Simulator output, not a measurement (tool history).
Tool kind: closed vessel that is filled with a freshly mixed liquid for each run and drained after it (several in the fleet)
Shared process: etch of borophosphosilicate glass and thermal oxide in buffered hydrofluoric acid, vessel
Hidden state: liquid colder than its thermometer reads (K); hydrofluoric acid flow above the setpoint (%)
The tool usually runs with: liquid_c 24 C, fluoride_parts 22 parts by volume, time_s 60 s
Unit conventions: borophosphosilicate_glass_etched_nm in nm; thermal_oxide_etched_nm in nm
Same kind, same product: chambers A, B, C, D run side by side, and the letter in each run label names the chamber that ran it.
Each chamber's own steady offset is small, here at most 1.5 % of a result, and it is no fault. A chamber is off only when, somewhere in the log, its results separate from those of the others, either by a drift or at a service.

| run | day | liquid_c | fluoride_parts | time_s | hours since the thermometer was replaced | hours since the hydrofluoric acid flow meter was replaced | read-back film thickness of the borophosphosilicate glass reference wafer, read on the same gauge (nm) | read-back film thickness of the thermal oxide reference wafer, read on the same gauge (nm) | borophosphosilicate_glass_etched_nm | thermal_oxide_etched_nm |
|---|---|---|---|---|---|---|---|---|---|---|
| 1B | 0.488 | 24 | 22 | 60 | 643.7 | 266.2 | 39.981 | 89.965 | 66.732 | 32.162 |
| 2A | 0.967 | 24 | 22 | 60 | 1028 | 366.6 | 40.023 | 90.012 | 68.492 | 32.721 |
| 3D | 1.454 | 24 | 22 | 60 | 1026.9 | 397.5 | 40.007 | 90.005 | 66.381 | 32.055 |
| 4C | 1.796 | 24 | 22 | 60 | 1770.1 | 88.4 | 40.003 | 90.029 | 66.37 | 32.02 |
| 5A | 2.183 | 24 | 22 | 60 | 1057.2 | 395.8 | 40.013 | 89.982 | 68.079 | 33.159 |
| 6C | 2.571 | 24 | 22 | 60 | 1788.7 | 107 | 40.003 | 90.03 | 65.895 | 32.182 |
| 7B | 3.112 | 24 | 22 | 60 | 706.7 | 329.2 | 39.989 | 89.994 | 66.348 | 32.373 |
| 8D | 3.504 | 27 | 22 | 75 | 1076.1 | 446.7 | 40.006 | 90.023 | 98.579 | 46.856 |
| 9D | 3.9 | 27 | 22 | 75 | 1085.6 | 456.2 | 40.018 | 90.021 | 97.66 | 47.029 |
| 10A | 4.2 | 27 | 22 | 75 | 1105.6 | 444.2 | 39.984 | 90.031 | 100.59 | 48.169 |
| 11B | 4.642 | 27 | 22 | 75 | 743.4 | 365.9 | 40.004 | 89.98 | 98.028 | 47.307 |
| 12C | 4.983 | 28 | 22 | 45 | 1846.6 | 164.9 | 39.961 | 90.008 | 61.782 | 29.634 |
| 13C | 5.462 | 28 | 22 | 45 | 1858.1 | 176.4 | 39.988 | 89.983 | 61.92 | 29.961 |
| 14B | 5.917 | 28 | 22 | 45 | 774 | 396.5 | 40.015 | 89.99 | 61.525 | 29.488 |
| 15A | 6.271 | 28 | 22 | 45 | 1155.3 | 493.9 | 39.995 | 89.994 | 63.174 | 30.733 |
| 16D | 6.621 | 24 | 22 | 60 | 1150.9 | 521.5 | 39.979 | 89.995 | 67.484 | 32.039 |
| 17B | 6.996 | 24 | 22 | 60 | 799.9 | 422.4 | 40.008 | 89.959 | 66.044 | 31.671 |
| 18A | 7.242 | 24 | 22 | 60 | 1178.6 | 517.2 | 40.015 | 89.984 | 67.675 | 33.176 |
| 19D | 7.671 | 24 | 22 | 60 | 1176.1 | 546.7 | 40.031 | 89.988 | 66.65 | 31.829 |
| 20C | 8.133 | 24 | 22 | 60 | 1922.2 | 240.5 | 40.002 | 89.969 | 65.793 | 32.55 |
| 21C | 8.4 | 24 | 22 | 60 | 1928.6 | 246.9 | 39.965 | 90.043 | 66.179 | 32.242 |
| 22B | 8.688 | 24 | 22 | 60 | 840.5 | 463 | 40.022 | 90.04 | 64.796 | 31.041 |
| 23D | 8.938 | 24 | 22 | 60 | 1206.5 | 577.1 | 39.989 | 90.045 | 66.172 | 31.973 |
| 24A | 9.421 | 24 | 22 | 60 | 1230.9 | 569.5 | 39.992 | 89.987 | 67.256 | 33.04 |
| 25B | 9.9 | 24 | 22 | 60 | 869.6 | 492.1 | 39.996 | 89.957 | 63.548 | 30.61 |
| 26A | 10.329 | 24 | 22 | 60 | 1252.7 | 591.3 | 40.025 | 89.975 | 67.722 | 32.994 |
| 27D | 10.725 | 24 | 22 | 60 | 1249.4 | 620 | 39.992 | 90.023 | 67.114 | 32.27 |
|  | 11.162 | chamber B: hydrofluoric acid flow meter replaced |
| 28C | 11.204 | 24 | 22 | 60 | 1995.9 | 314.2 | 39.981 | 90.008 | 66.289 | 32.532 |
| 29C | 11.729 | 24 | 22 | 60 | 2008.5 | 326.8 | 39.987 | 90.028 | 67.01 | 32.015 |
| 30B | 12.021 | 24 | 22 | 60 | 920.5 | 20.7 | 39.981 | 89.991 | 62.595 | 29.882 |
| 31A | 12.538 | 24 | 22 | 60 | 1305.7 | 644.3 | 39.979 | 89.988 | 68.062 | 32.913 |
| 32D | 12.854 | 24 | 22 | 45 | 1300.5 | 671.1 | 39.988 | 90.027 | 49.872 | 24.314 |
| 33C | 13.333 | 24 | 22 | 45 | 2047 | 365.3 | 40.019 | 90.023 | 49.89 | 24.223 |

Does one chamber stand apart from the rest, does the shared gauge drift, or is all well apart from small per-chamber offsets? Give the chamber and the most likely cause, where there is one.

One chamber, B, drifts off from the rest bit by bit.
Cause: liquid colder than its thermometer reads (K) = 1.31.

Here are 4 candidates for chamber B's next run, each the usual settings with a change, their results left as question marks. Which one brings its results back in line with what the others give on the usual settings?
In line means no further than this from the other chambers' mean on the usual settings: borophosphosilicate_glass_etched_nm 1.4 nm; thermal_oxide_etched_nm 0.92 nm
| 34B-1 | 13.721 | 30 | 27.5 | 55 |  |  |  |  | ? | ? |
| 34B-2 | 13.721 | 21 | 19.5 | 60 |  |  |  |  | ? | ? |
| 34B-3 | 13.721 | 25.5 | 23.5 | 60 |  |  |  |  | ? | ? |
| 34B-4 | 13.721 | 22.5 | 20.5 | 60 |  |  |  |  | ? | ? |

Average result of the remaining chambers running the usual settings: borophosphosilicate_glass_etched_nm 67.126 nm; thermal_oxide_etched_nm 32.406 nm
| run | borophosphosilicate_glass_etched_nm | thermal_oxide_etched_nm |
|---|---|---|
| 34B-1 | 67.547 | 32.613 |
| 34B-2 | 57.313 | 27.518 |
| 34B-3 | 64.308 | 30.973 |
| 34B-4 | 59.805 | 28.745 |
34B-1 is the one that brings the chamber's results back in line with the other chambers.

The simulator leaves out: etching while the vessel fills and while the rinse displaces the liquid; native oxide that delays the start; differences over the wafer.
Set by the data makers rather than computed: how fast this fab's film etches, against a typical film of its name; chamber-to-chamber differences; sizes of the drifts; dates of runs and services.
